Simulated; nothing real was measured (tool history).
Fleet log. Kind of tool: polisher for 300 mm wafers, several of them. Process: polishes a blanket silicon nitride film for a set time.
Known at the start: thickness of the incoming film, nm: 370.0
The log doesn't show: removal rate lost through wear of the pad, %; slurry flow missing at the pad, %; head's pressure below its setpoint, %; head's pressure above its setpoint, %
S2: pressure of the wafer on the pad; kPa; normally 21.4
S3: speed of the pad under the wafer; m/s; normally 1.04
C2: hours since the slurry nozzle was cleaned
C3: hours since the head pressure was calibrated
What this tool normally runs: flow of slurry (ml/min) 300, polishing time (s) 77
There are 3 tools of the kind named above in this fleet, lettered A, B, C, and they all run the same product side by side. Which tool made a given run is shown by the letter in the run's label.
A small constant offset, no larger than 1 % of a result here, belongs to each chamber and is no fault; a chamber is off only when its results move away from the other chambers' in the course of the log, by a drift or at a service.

At hour 9.7: chamber B: worn pad replaced by a new one.
At hour 11.6: chamber A: worn pad replaced by a new one.
Run 1C, hour 12.2: usual settings; wafers polished on this pad 561; C2 93; C3 585. Result: film removed (nm) 98.386.
Run 2B, hour 22.9: usual settings; wafers polished on this pad 134; C2 384.4; C3 431.1. Result: film removed (nm) 99.993.
Run 3A, hour 35.8: usual settings; wafers polished on this pad 245; C2 38.9; C3 1637.9. Result: film removed (nm) 99.86.
Run 4B, hour 48.5: usual settings; wafers polished on this pad 392; C2 410; C3 456.7. Result: film removed (nm) 98.275.
Run 5C, hour 60.1: usual settings but polishing time (s) 62; wafers polished on this pad 1045; C2 140.9; C3 632.9. Result: film removed (nm) 77.528.
At hour 69.9: chamber C: worn pad replaced by a new one.
Run 6A, hour 71.1: usual settings but polishing time (s) 62; wafers polished on this pad 601; C2 74.2; C3 1673.2. Result: film removed (nm) 80.673.
Run 7C, hour 80.7: usual settings but polishing time (s) 62; wafers polished on this pad 109; C2 161.5; C3 653.5. Result: film removed (nm) 78.154.
Run 8B, hour 88.2: usual settings; wafers polished on this pad 793; C2 449.7; C3 496.4. Result: film removed (nm) 99.51.
At hour 91.2: chamber C: slurry nozzle cleaned.
At hour 95.4: chamber A: worn pad replaced by a new one.
Run 9A, hour 96.4: usual settings; wafers polished on this pad 10; C2 99.5; C3 1698.5. Result: film removed (nm) 99.071.
At hour 99.4: chamber A: head pressure recalibrated.
At hour 102.9: chamber B: worn pad replaced by a new one.
Run 10C, hour 107.5: usual settings; wafers polished on this pad 380; C2 16.4; C3 680.3. Result: film removed (nm) 95.562.
Run 11B, hour 122.1: usual settings; wafers polished on this pad 194; C2 483.6; C3 530.3. Result: film removed (nm) 98.24.
Run 12A, hour 131: usual settings but S3 1.38 m/s; wafers polished on this pad 360; C2 134.1; C3 31.6. Result: film removed (nm) 124.28.
Run 13B, hour 140.6: usual settings but S3 1.38 m/s; wafers polished on this pad 380; C2 502.1; C3 548.8. Result: film removed (nm) 122.4.
Run 14C, hour 147.3: usual settings but S3 1.38 m/s; wafers polished on this pad 782; C2 56.2; C3 720.1. Result: film removed (nm) 119.56.
Run 15A, hour 154.4: usual settings; wafers polished on this pad 596; C2 157.5; C3 55. Result: film removed (nm) 98.623.
Run 16B, hour 169: usual settings but flow of slurry (ml/min) 230, polishing time (s) 87; wafers polished on this pad 667; C2 530.5; C3 577.2. Result: film removed (nm) 106.48.
Run 17A, hour 179: usual settings but flow of slurry (ml/min) 230, polishing time (s) 87; wafers polished on this pad 844; C2 182.1; C3 79.6. Result: film removed (nm) 108.74.
Run 18C, hour 190: usual settings but flow of slurry (ml/min) 230, polishing time (s) 87; wafers polished on this pad 1213; C2 98.9; C3 762.8. Result: film removed (nm) 103.51.
At hour 190.6: chamber A: worn pad replaced by a new one.
At hour 193.3: chamber C: worn pad replaced by a new one.
Run 19B, hour 204.3: usual settings; wafers polished on this pad 1024; C2 565.8; C3 612.5. Result: film removed (nm) 98.347.
Run 20A, hour 216.6: usual settings; wafers polished on this pad 262; C2 219.7; C3 117.2. Result: film removed (nm) 99.298.
Run 21C, hour 227.6: usual settings; wafers polished on this pad 347; C2 136.5; C3 800.4. Result: film removed (nm) 93.817.

What goes on in this fleet: one chamber off, a drifting gauge, or nothing beyond the chambers' own small offsets? Name the chamber and the cause, if any.

Little by little, chamber C moves away from the other chambers.
What lies behind it: head's pressure below its setpoint, % = 5.65.

Here are 4 candidates for chamber C's next run, each the usual settings with a change, their results left as question marks. Which one brings its results back in line with what the others give on the usual settings?
In-line tolerance around the mean of the other chambers on the usual settings: film removed (nm) 2.8
Run 22C-1, hour 238.1: usual settings but S2 20.7 kPa, S3 1.02 m/s, polishing time (s) 75. Result: film removed (nm) ?.
Run 22C-2, hour 238.1: usual settings but polishing time (s) 76. Result: film removed (nm) ?.
Run 22C-3, hour 238.1: usual settings but S2 22.8 kPa. Result: film removed (nm) ?.
Run 22C-4, hour 238.1: usual settings but polishing time (s) 78. Result: film removed (nm) ?.

The other chambers' mean on the usual settings: film removed (nm) 98.909
  run  film removed (nm)
22C-1             86.573
22C-2             92.077
22C-3             99.278
22C-4               94.5
The answer is 22C-3, which returns the chamber to within the allowed miss of the others.
